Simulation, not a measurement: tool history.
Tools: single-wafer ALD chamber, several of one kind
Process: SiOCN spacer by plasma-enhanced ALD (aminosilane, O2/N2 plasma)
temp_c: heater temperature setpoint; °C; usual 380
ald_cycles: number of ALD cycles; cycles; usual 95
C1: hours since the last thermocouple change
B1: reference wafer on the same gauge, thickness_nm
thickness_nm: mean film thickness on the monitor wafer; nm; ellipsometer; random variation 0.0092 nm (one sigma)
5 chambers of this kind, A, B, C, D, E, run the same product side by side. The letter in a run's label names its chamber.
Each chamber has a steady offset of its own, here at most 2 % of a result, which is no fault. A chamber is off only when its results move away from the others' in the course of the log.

run 1B hour=8.2 | temp_c=380 ald_cycles=95 | C1=294.5 | B1=6.6193 | thickness_nm=5.7376
run 2A hour=20.6 | temp_c=380 ald_cycles=95 | C1=786 | B1=6.6174 | thickness_nm=5.7187
run 3E hour=29 | temp_c=380 ald_cycles=95 | C1=751.5 | B1=6.6147 | thickness_nm=5.7386
run 4C hour=41.8 | temp_c=380 ald_cycles=95 | C1=488.9 | B1=6.6138 | thickness_nm=5.7371
run 5D hour=48.9 | temp_c=380 ald_cycles=95 | C1=542.8 | B1=6.6137 | thickness_nm=5.6291
run 6C hour=58.1 | temp_c=380 ald_cycles=95 | C1=505.2 | B1=6.613 | thickness_nm=5.7447
run 7D hour=71.9 | temp_c=380 ald_cycles=95 | C1=565.8 | B1=6.6133 | thickness_nm=5.6219
run 8A hour=80.4 | temp_c=380 ald_cycles=95 | C1=845.8 | B1=6.6117 | thickness_nm=5.6944
run 9E hour=88.6 | temp_c=380 ald_cycles=95 | C1=811.1 | B1=6.6075 | thickness_nm=5.728
run 10B hour=97 | temp_c=380 ald_cycles=95 | C1=383.3 | B1=6.6099 | thickness_nm=5.7282
run 11D hour=107.8 | temp_c=380 ald_cycles=95 | C1=601.7 | B1=6.6064 | thickness_nm=5.6284
run 12E hour=116.2 | temp_c=380 ald_cycles=95 | C1=838.7 | B1=6.6048 | thickness_nm=5.7394
run 13C hour=126.7 | temp_c=380 ald_cycles=95 | C1=573.8 | B1=6.6046 | thickness_nm=5.7303
run 14B hour=138 | temp_c=380 ald_cycles=95 | C1=424.3 | B1=6.6051 | thickness_nm=5.7249
run 15A hour=144.7 | temp_c=380 ald_cycles=95 | C1=910.1 | B1=6.6015 | thickness_nm=5.693
run 16E hour=151.2 | temp_c=380 ald_cycles=95 | C1=873.7 | B1=6.6018 | thickness_nm=5.7298
run 17B hour=159 | temp_c=380 ald_cycles=95 | C1=445.3 | B1=6.6002 | thickness_nm=5.7263
run 18C hour=172.7 | temp_c=380 ald_cycles=95 | C1=619.8 | B1=6.6005 | thickness_nm=5.7241
run 19A hour=181 | temp_c=380 ald_cycles=95 | C1=946.4 | B1=6.5978 | thickness_nm=5.6853
run 20D hour=188.9 | temp_c=369 ald_cycles=101 | C1=682.8 | B1=6.5989 | thickness_nm=5.9687
run 21B hour=199.9 | temp_c=369 ald_cycles=101 | C1=486.2 | B1=6.599 | thickness_nm=6.081
run 22C hour=208.9 | temp_c=369 ald_cycles=101 | C1=656 | B1=6.5943 | thickness_nm=6.0728
run 23A hour=216.3 | temp_c=369 ald_cycles=101 | C1=981.7 | B1=6.5952 | thickness_nm=6.0482
run 24D hour=222.9 | temp_c=369 ald_cycles=101 | C1=716.8 | B1=6.5926 | thickness_nm=5.9619
run 25E hour=236 | temp_c=380 ald_cycles=95 | C1=958.5 | B1=6.5923 | thickness_nm=5.7216
run 26B hour=247.4 | temp_c=380 ald_cycles=95 | C1=533.7 | B1=6.5903 | thickness_nm=5.719
run 27C hour=260.2 | temp_c=380 ald_cycles=95 | C1=707.3 | B1=6.5897 | thickness_nm=5.7224
run 28E hour=270.4 | temp_c=380 ald_cycles=95 | C1=992.9 | B1=6.5861 | thickness_nm=5.7194
run 29A hour=282.5 | temp_c=392 ald_cycles=105 | C1=1047.9 | B1=6.59 | thickness_nm=6.299
run 30D hour=290.8 | temp_c=392 ald_cycles=105 | C1=784.7 | B1=6.5879 | thickness_nm=6.2172
run 31E hour=298.3 | temp_c=392 ald_cycles=105 | C1=1020.8 | B1=6.582 | thickness_nm=6.3126
run 32D hour=308.4 | temp_c=392 ald_cycles=105 | C1=802.3 | B1=6.5839 | thickness_nm=6.1965
run 33A hour=316.6 | temp_c=392 ald_cycles=105 | C1=1082 | B1=6.5809 | thickness_nm=6.2872
run 34C hour=329 | temp_c=380 ald_cycles=95 | C1=776.1 | B1=6.5827 | thickness_nm=5.702
run 35B hour=340.8 | temp_c=380 ald_cycles=95 | C1=627.1 | B1=6.58 | thickness_nm=5.6814
run 36B hour=349.3 | temp_c=380 ald_cycles=95 | C1=635.6 | B1=6.579 | thickness_nm=5.698
run 37C hour=357.9 | temp_c=380 ald_cycles=95 | C1=805 | B1=6.5779 | thickness_nm=5.7187

Next, every chamber runs the same settings. What will each give?
run 38A hour=367.7 | temp_c=380 ald_cycles=95 | thickness_nm=?
run 38B hour=367.7 | temp_c=380 ald_cycles=95 | thickness_nm=?
run 38C hour=367.7 | temp_c=380 ald_cycles=95 | thickness_nm=?
run 38D hour=367.7 | temp_c=380 ald_cycles=95 | thickness_nm=?
run 38E hour=367.7 | temp_c=380 ald_cycles=95 | thickness_nm=?

run=38A thickness_nm=5.6811
run=38B thickness_nm=5.7063
run=38C thickness_nm=5.7013
run=38D thickness_nm=5.6107
run=38E thickness_nm=5.726

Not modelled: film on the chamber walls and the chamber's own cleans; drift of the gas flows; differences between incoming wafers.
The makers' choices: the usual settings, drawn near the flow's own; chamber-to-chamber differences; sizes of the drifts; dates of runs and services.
